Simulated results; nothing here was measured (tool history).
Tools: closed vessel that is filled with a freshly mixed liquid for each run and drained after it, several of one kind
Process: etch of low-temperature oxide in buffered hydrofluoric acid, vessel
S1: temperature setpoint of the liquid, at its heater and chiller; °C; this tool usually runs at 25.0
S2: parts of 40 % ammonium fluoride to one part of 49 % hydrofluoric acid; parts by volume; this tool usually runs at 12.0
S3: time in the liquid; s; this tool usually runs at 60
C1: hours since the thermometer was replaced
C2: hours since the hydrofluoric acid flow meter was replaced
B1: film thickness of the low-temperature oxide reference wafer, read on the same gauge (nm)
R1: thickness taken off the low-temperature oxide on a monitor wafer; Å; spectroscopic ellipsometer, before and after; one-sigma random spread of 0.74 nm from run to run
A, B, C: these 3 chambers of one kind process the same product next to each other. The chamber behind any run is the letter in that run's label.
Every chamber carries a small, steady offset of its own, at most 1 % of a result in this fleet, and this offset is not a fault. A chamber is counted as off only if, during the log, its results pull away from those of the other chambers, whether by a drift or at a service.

| run | hour | S1 | S2 | S3 | C1 | C2 | B1 | R1 |
|---|---|---|---|---|---|---|---|---|
| 1A | 2.8 | 25.0 | 12.0 | 60 | 2538.1 | 1615.5 | 120.00 | 1252.80 |
| 2C | 5.6 | 25.0 | 12.0 | 60 | 831.6 | 15.4 | 119.98 | 1258.70 |
| 3B | 9.9 | 25.0 | 12.0 | 60 | 1085.4 | 414.0 | 120.00 | 1244.50 |
|  | 12.9 | chamber A: thermometer replaced |
| 4C | 13.1 | 25.0 | 12.0 | 60 | 839.1 | 22.9 | 120.01 | 1268.80 |
| 5B | 15.6 | 27.5 | 12.0 | 35 | 1091.1 | 419.7 | 119.98 | 830.47 |
| 6A | 19.4 | 27.5 | 12.0 | 35 | 6.5 | 1632.1 | 119.96 | 826.56 |
| 7B | 23.2 | 27.5 | 12.0 | 35 | 1098.7 | 427.3 | 120.03 | 826.41 |
| 8A | 28.6 | 25.0 | 12.0 | 60 | 15.7 | 1641.3 | 120.03 | 1242.50 |
| 9C | 31.9 | 25.0 | 12.0 | 60 | 857.9 | 41.7 | 119.99 | 1261.20 |
| 10B | 34.6 | 25.0 | 12.0 | 60 | 1110.1 | 438.7 | 120.01 | 1234.10 |
| 11A | 39.5 | 25.0 | 12.0 | 60 | 26.6 | 1652.2 | 120.00 | 1237.20 |
| 12C | 42.9 | 20.5 | 9.5 | 60 | 868.9 | 52.7 | 119.99 | 1207.70 |
| 13A | 48.0 | 20.5 | 9.5 | 60 | 35.1 | 1660.7 | 120.01 | 1207.60 |
| 14C | 53.3 | 20.5 | 9.5 | 60 | 879.3 | 63.1 | 119.97 | 1223.40 |
| 15B | 57.9 | 25.0 | 12.0 | 60 | 1133.4 | 462.0 | 119.98 | 1228.30 |
| 16C | 62.0 | 25.0 | 12.0 | 60 | 888.0 | 71.8 | 120.01 | 1257.50 |
| 17B | 67.1 | 22.5 | 12.0 | 45 | 1142.6 | 471.2 | 119.98 | 810.56 |
| 18A | 70.8 | 22.5 | 12.0 | 45 | 57.9 | 1683.5 | 119.99 | 818.13 |
| 19B | 73.3 | 22.5 | 12.0 | 45 | 1148.8 | 477.4 | 120.01 | 804.65 |
| 20C | 78.1 | 25.0 | 12.0 | 60 | 904.1 | 87.9 | 120.00 | 1253.20 |
| 21A | 82.8 | 22.0 | 12.0 | 60 | 69.9 | 1695.5 | 120.01 | 1051.40 |
| 22A | 86.3 | 22.0 | 12.0 | 60 | 73.4 | 1699.0 | 119.99 | 1058.30 |
| 23C | 91.5 | 22.0 | 12.0 | 60 | 917.5 | 101.3 | 120.02 | 1066.40 |
| 24B | 94.3 | 25.0 | 12.0 | 60 | 1169.8 | 498.4 | 120.02 | 1240.40 |
| 25B | 97.6 | 25.0 | 12.0 | 60 | 1173.1 | 501.7 | 119.99 | 1232.70 |
| 26C | 100.0 | 29.0 | 15.5 | 60 | 926.0 | 109.8 | 120.00 | 1208.60 |
| 27A | 103.1 | 29.0 | 15.5 | 60 | 90.2 | 1715.8 | 120.00 | 1213.10 |
| 28C | 108.2 | 29.0 | 15.5 | 60 | 934.2 | 118.0 | 119.97 | 1213.80 |
| 29B | 111.7 | 25.0 | 12.0 | 60 | 1187.2 | 515.8 | 119.98 | 1238.60 |
| 30A | 115.8 | 25.0 | 12.0 | 60 | 102.9 | 1728.5 | 120.02 | 1254.80 |

Is one chamber off against the others, does the gauge drift, or is nothing wrong? If a chamber is off, say which, and what the likeliest cause is.

No chamber stands off beyond its own small offset, and the gauge holds steady.
